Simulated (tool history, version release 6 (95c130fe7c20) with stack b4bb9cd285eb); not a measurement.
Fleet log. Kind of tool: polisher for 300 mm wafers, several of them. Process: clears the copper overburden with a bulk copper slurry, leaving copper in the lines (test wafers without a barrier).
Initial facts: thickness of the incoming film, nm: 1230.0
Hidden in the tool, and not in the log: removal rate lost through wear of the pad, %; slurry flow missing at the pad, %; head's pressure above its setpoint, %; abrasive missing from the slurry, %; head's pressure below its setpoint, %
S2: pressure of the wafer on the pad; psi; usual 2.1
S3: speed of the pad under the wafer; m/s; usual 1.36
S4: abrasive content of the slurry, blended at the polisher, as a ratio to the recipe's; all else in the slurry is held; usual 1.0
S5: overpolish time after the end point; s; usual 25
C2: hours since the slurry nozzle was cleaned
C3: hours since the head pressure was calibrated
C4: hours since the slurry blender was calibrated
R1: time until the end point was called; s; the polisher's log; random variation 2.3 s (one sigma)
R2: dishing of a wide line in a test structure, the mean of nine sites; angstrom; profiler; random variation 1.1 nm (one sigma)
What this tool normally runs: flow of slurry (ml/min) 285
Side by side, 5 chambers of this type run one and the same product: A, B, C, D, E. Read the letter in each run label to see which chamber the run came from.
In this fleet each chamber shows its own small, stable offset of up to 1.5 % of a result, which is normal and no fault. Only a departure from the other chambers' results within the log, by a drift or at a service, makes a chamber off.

Run 1C, hour 4.3: usual settings; wafers polished on this pad 622; C2 377.9; C3 630.2; C4 13.6. Result: R1 148.80 s, R2 836.01 angstrom.
At hour 5.6: chamber D: slurry nozzle cleaned.
Run 2B, hour 11.5: usual settings; wafers polished on this pad 584; C2 88.8; C3 276.7; C4 161.8. Result: R1 145.43 s, R2 867.22 angstrom.
At hour 12.8: chamber D: head pressure recalibrated.
Run 3A, hour 16.8: usual settings; wafers polished on this pad 720; C2 91.2; C3 636.9; C4 50.3. Result: R1 152.88 s, R2 846.25 angstrom.
At hour 16.9: chamber A: worn pad replaced by a new one.
Run 4D, hour 21.7: usual settings; wafers polished on this pad 509; C2 16.2; C3 8.9; C4 363.0. Result: R1 150.62 s, R2 857.21 angstrom.
Run 5E, hour 26.2: usual settings; wafers polished on this pad 590; C2 107.6; C3 619.2; C4 243.9. Result: R1 149.79 s, R2 857.95 angstrom.
Run 6E, hour 30.6: usual settings; wafers polished on this pad 613; C2 112.0; C3 623.6; C4 248.3. Result: R1 148.52 s, R2 857.34 angstrom.
At hour 35.6: chamber E: slurry blender recalibrated.
Run 7A, hour 35.7: usual settings; wafers polished on this pad 99; C2 110.1; C3 655.8; C4 69.2. Result: R1 150.99 s, R2 855.44 angstrom.
Run 8B, hour 42.9: usual settings; wafers polished on this pad 749; C2 120.2; C3 308.1; C4 193.2. Result: R1 149.55 s, R2 844.14 angstrom.
Run 9C, hour 47.4: usual settings but flow of slurry (ml/min) 190, S2 1.5 psi; wafers polished on this pad 849; C2 421.0; C3 673.3; C4 56.7. Result: R1 221.22 s, R2 655.11 angstrom.
Run 10D, hour 50.9: usual settings but flow of slurry (ml/min) 190, S2 1.5 psi; wafers polished on this pad 663; C2 45.4; C3 38.1; C4 392.2. Result: R1 224.23 s, R2 654.95 angstrom.
Run 11D, hour 56.7: usual settings but flow of slurry (ml/min) 190, S2 1.5 psi; wafers polished on this pad 693; C2 51.2; C3 43.9; C4 398.0. Result: R1 215.97 s, R2 653.42 angstrom.
Run 12B, hour 62.2: usual settings but flow of slurry (ml/min) 190, S2 1.5 psi; wafers polished on this pad 851; C2 139.5; C3 327.4; C4 212.5. Result: R1 214.57 s, R2 659.43 angstrom.
At hour 62.9: chamber B: slurry blender recalibrated.
Run 13E, hour 66.6: usual settings but flow of slurry (ml/min) 190, S2 1.5 psi; wafers polished on this pad 803; C2 148.0; C3 659.6; C4 31.0. Result: R1 216.74 s, R2 655.20 angstrom.
At hour 68.4: chamber D: slurry blender recalibrated.
Run 14A, hour 71.5: usual settings; wafers polished on this pad 287; C2 145.9; C3 691.6; C4 105.0. Result: R1 148.24 s, R2 847.55 angstrom.
At hour 76.0: chamber B: head pressure recalibrated.
Run 15C, hour 76.5: usual settings but S2 2.6 psi, S4 1.1; wafers polished on this pad 1003; C2 450.1; C3 702.4; C4 85.8. Result: R1 120.85 s, R2 987.07 angstrom.
Run 16B, hour 83.3: usual settings but S2 2.6 psi, S4 1.1; wafers polished on this pad 962; C2 160.6; C3 7.4; C4 20.5. Result: R1 113.92 s, R2 997.34 angstrom.
Run 17A, hour 87.9: usual settings but S2 2.6 psi, S4 1.1; wafers polished on this pad 374; C2 162.3; C3 708.0; C4 121.4. Result: R1 117.69 s, R2 951.11 angstrom.
Run 18E, hour 94.3: usual settings but S2 2.6 psi, S4 1.1; wafers polished on this pad 948; C2 175.7; C3 687.3; C4 58.7. Result: R1 121.84 s, R2 960.22 angstrom.
Run 19C, hour 98.4: usual settings but S2 2.6 psi, S4 1.1; wafers polished on this pad 1118; C2 472.0; C3 724.3; C4 107.7. Result: R1 118.72 s, R2 976.79 angstrom.
Run 20D, hour 101.8: usual settings; wafers polished on this pad 931; C2 96.3; C3 89.0; C4 33.4. Result: R1 151.25 s, R2 847.54 angstrom.
At hour 104.1: chamber C: worn pad replaced by a new one.
Run 21D, hour 108.7: usual settings but flow of slurry (ml/min) 380, S2 1.8 psi; wafers polished on this pad 967; C2 103.2; C3 95.9; C4 40.3. Result: R1 170.71 s, R2 776.50 angstrom.
At hour 110.1: chamber C: slurry blender recalibrated.
Run 22E, hour 114.7: usual settings but flow of slurry (ml/min) 380, S2 1.8 psi; wafers polished on this pad 1056; C2 196.1; C3 707.7; C4 79.1. Result: R1 181.35 s, R2 753.71 angstrom.
Run 23A, hour 121.5: usual settings but flow of slurry (ml/min) 380, S2 1.8 psi; wafers polished on this pad 550; C2 195.9; C3 741.6; C4 155.0. Result: R1 171.88 s, R2 773.56 angstrom.
Run 24B, hour 125.8: usual settings but flow of slurry (ml/min) 380, S2 1.8 psi; wafers polished on this pad 1186; C2 203.1; C3 49.9; C4 63.0. Result: R1 174.41 s, R2 781.78 angstrom.
Run 25C, hour 132.0: usual settings but flow of slurry (ml/min) 380, S2 1.8 psi; wafers polished on this pad 147; C2 505.6; C3 757.9; C4 22.0. Result: R1 178.58 s, R2 782.35 angstrom.
Run 26E, hour 138.3: usual settings; wafers polished on this pad 1180; C2 219.7; C3 731.3; C4 102.7. Result: R1 163.83 s, R2 814.81 angstrom.
At hour 142.0: chamber A: slurry blender recalibrated.
Run 27C, hour 143.4: usual settings; wafers polished on this pad 207; C2 517.0; C3 769.3; C4 33.4. Result: R1 153.10 s, R2 845.77 angstrom.
Run 28A, hour 150.8: usual settings but S2 1.9 psi; wafers polished on this pad 705; C2 225.2; C3 770.9; C4 8.9. Result: R1 166.45 s, R2 786.09 angstrom.
At hour 151.8: chamber B: worn pad replaced by a new one.
Run 29B, hour 157.2: usual settings but S2 1.9 psi; wafers polished on this pad 28; C2 234.5; C3 81.3; C4 94.4. Result: R1 160.98 s, R2 808.35 angstrom.
At hour 159.1: chamber A: slurry nozzle cleaned.
Run 30D, hour 163.5: usual settings but S2 1.9 psi; wafers polished on this pad 1255; C2 158.0; C3 150.7; C4 95.1. Result: R1 162.48 s, R2 804.44 angstrom.
Run 31D, hour 168.5: usual settings but S2 1.9 psi; wafers polished on this pad 1282; C2 163.0; C3 155.7; C4 100.1. Result: R1 162.40 s, R2 792.65 angstrom.
At hour 172.0: chamber D: worn pad replaced by a new one.
Run 32A, hour 172.5: usual settings but S2 1.9 psi; wafers polished on this pad 819; C2 13.4; C3 792.6; C4 30.6. Result: R1 168.52 s, R2 780.03 angstrom.
At hour 172.6: chamber A: worn pad replaced by a new one.
Run 33C, hour 178.9: usual settings; wafers polished on this pad 393; C2 552.5; C3 804.8; C4 68.9. Result: R1 150.88 s, R2 859.08 angstrom.
Run 34B, hour 184.3: usual settings; wafers polished on this pad 171; C2 261.6; C3 108.4; C4 121.5. Result: R1 149.69 s, R2 838.97 angstrom.
Run 35E, hour 191.1: usual settings; wafers polished on this pad 1458; C2 272.5; C3 784.1; C4 155.5. Result: R1 172.47 s, R2 817.45 angstrom.
Run 36C, hour 196.4: usual settings but S2 2.6 psi; wafers polished on this pad 486; C2 570.0; C3 822.3; C4 86.4. Result: R1 119.14 s, R2 966.61 angstrom.
Run 37A, hour 202.5: usual settings but S2 2.6 psi; wafers polished on this pad 157; C2 43.4; C3 822.6; C4 60.6. Result: R1 119.23 s, R2 941.06 angstrom.
Run 38D, hour 209.8: usual settings but S2 2.6 psi; wafers polished on this pad 199; C2 204.3; C3 197.0; C4 141.4. Result: R1 120.06 s, R2 963.39 angstrom.
Run 39E, hour 215.3: usual settings but S2 2.6 psi; wafers polished on this pad 1585; C2 296.7; C3 808.3; C4 179.7. Result: R1 131.60 s, R2 933.09 angstrom.

For the next run the whole fleet of 5 chambers uses the same settings. Give each chamber's results:
Run 40A, hour 220.8: usual settings but S2 2.8 psi. Result: R1 ?, R2 ?.
Run 40B, hour 220.8: usual settings but S2 2.8 psi. Result: R1 ?, R2 ?.
Run 40C, hour 220.8: usual settings but S2 2.8 psi. Result: R1 ?, R2 ?.
Run 40D, hour 220.8: usual settings but S2 2.8 psi. Result: R1 ?, R2 ?.
Run 40E, hour 220.8: usual settings but S2 2.8 psi. Result: R1 ?, R2 ?.

run      R1       R2
40A  111.37  1002.00
40B  109.28  1013.60
40C  113.81  1020.60
40D  112.46  1022.00
40E  127.98   970.12

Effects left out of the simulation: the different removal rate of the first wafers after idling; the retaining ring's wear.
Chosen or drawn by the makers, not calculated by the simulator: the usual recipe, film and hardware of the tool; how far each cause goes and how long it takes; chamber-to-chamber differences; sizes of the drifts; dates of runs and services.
